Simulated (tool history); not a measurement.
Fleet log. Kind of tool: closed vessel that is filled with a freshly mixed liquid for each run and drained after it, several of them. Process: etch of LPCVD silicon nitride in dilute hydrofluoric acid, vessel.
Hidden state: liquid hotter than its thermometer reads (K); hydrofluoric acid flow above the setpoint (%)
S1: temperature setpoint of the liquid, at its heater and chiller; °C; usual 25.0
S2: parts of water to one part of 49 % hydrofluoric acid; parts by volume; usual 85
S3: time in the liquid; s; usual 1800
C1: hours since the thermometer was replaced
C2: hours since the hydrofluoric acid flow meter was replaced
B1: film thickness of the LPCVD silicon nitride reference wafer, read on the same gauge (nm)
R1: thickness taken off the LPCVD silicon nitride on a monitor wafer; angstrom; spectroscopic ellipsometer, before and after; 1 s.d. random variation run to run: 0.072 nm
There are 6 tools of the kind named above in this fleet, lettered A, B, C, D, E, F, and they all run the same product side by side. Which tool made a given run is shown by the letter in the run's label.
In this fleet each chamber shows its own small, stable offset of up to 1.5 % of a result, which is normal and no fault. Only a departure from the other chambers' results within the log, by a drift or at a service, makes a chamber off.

run	day	S1	S2	S3	C1	C2	B1	R1
1B	0.421	25.0	85	1800	713.2	365.6	140.00	110.890
2D	0.700	25.0	85	1800	1761.9	571.8	140.00	109.050
3E	1.092	25.0	85	1800	662.6	191.0	139.98	112.410
4A	1.300	25.0	85	1800	996.7	509.0	140.02	109.280
5F	1.679	25.0	85	1800	307.0	1152.3	139.99	109.350
6C	2.096	25.0	85	1800	1107.7	1422.7	140.03	110.230
7B	2.333	25.0	85	1800	759.1	411.5	140.02	111.880
# day 2.667: chamber E: thermometer replaced
8A	2.696	25.0	85	1800	1030.2	542.5	139.98	109.950
9D	2.950	25.0	85	1800	1815.9	625.8	140.00	108.150
10C	3.354	25.0	85	1800	1137.9	1452.9	139.99	110.760
11F	3.671	25.0	85	1800	354.8	1200.1	140.02	109.450
12E	3.929	25.0	85	1800	30.3	259.1	140.01	108.790
13D	4.267	25.0	85	1800	1847.5	657.4	139.98	108.770
14B	4.483	25.0	85	1800	810.7	463.1	140.03	110.830
15F	4.746	25.0	85	1800	380.6	1225.9	140.00	108.630
16E	4.950	25.0	85	1800	54.8	283.6	140.00	110.200
17C	5.342	25.0	85	1800	1185.6	1500.6	140.01	110.140
18A	5.575	25.0	85	1800	1099.3	611.6	139.97	111.960
19E	6.004	25.0	85	1800	80.1	308.9	139.99	109.940
20A	6.396	25.0	85	1800	1119.0	631.3	140.01	111.520
21B	6.625	25.0	85	1800	862.1	514.5	139.99	112.400
22C	6.867	25.0	85	1800	1222.2	1537.2	140.02	111.540
# day 7.017: chamber B: hydrofluoric acid flow meter replaced
23F	7.267	25.0	85	1800	441.1	1286.4	139.99	109.220
# day 7.292: chamber B: thermometer replaced
24D	7.662	27.5	85	2185	1929.0	738.9	140.00	157.550
25B	8.088	27.5	85	2185	19.1	25.8	139.99	158.560
26C	8.475	27.5	85	2185	1260.8	1575.8	140.00	156.690
27A	8.733	27.5	85	2185	1175.1	687.4	140.00	163.910
28F	9.092	27.5	85	2185	484.9	1330.2	139.99	156.020
29E	9.471	27.5	85	2185	163.3	392.1	139.99	157.990
30D	9.829	25.0	85	1800	1981.0	790.9	140.00	109.270
31E	10.204	25.0	85	1800	180.9	409.7	139.99	110.120
32C	10.517	25.0	85	1800	1309.8	1624.8	140.00	109.520
33D	10.783	25.0	85	1800	2003.9	813.8	140.01	109.660
34F	11.192	25.0	85	1800	535.3	1380.6	140.00	108.780
35A	11.446	25.0	85	880	1240.2	752.5	140.00	57.906
36B	11.775	25.0	85	880	107.6	114.3	140.01	53.658
37D	12.054	25.0	85	880	2034.4	844.3	140.00	53.758

All 6 chambers run these settings next. Forecast each chamber's results:
38A	12.358	25.0	85	2470				?
38B	12.358	25.0	85	2470				?
38C	12.358	25.0	85	2470				?
38D	12.358	25.0	85	2470				?
38E	12.358	25.0	85	2470				?
38F	12.358	25.0	85	2470				?

run	R1
38A	163.050
38B	150.340
38C	151.830
38D	150.630
38E	152.350
38F	151.180
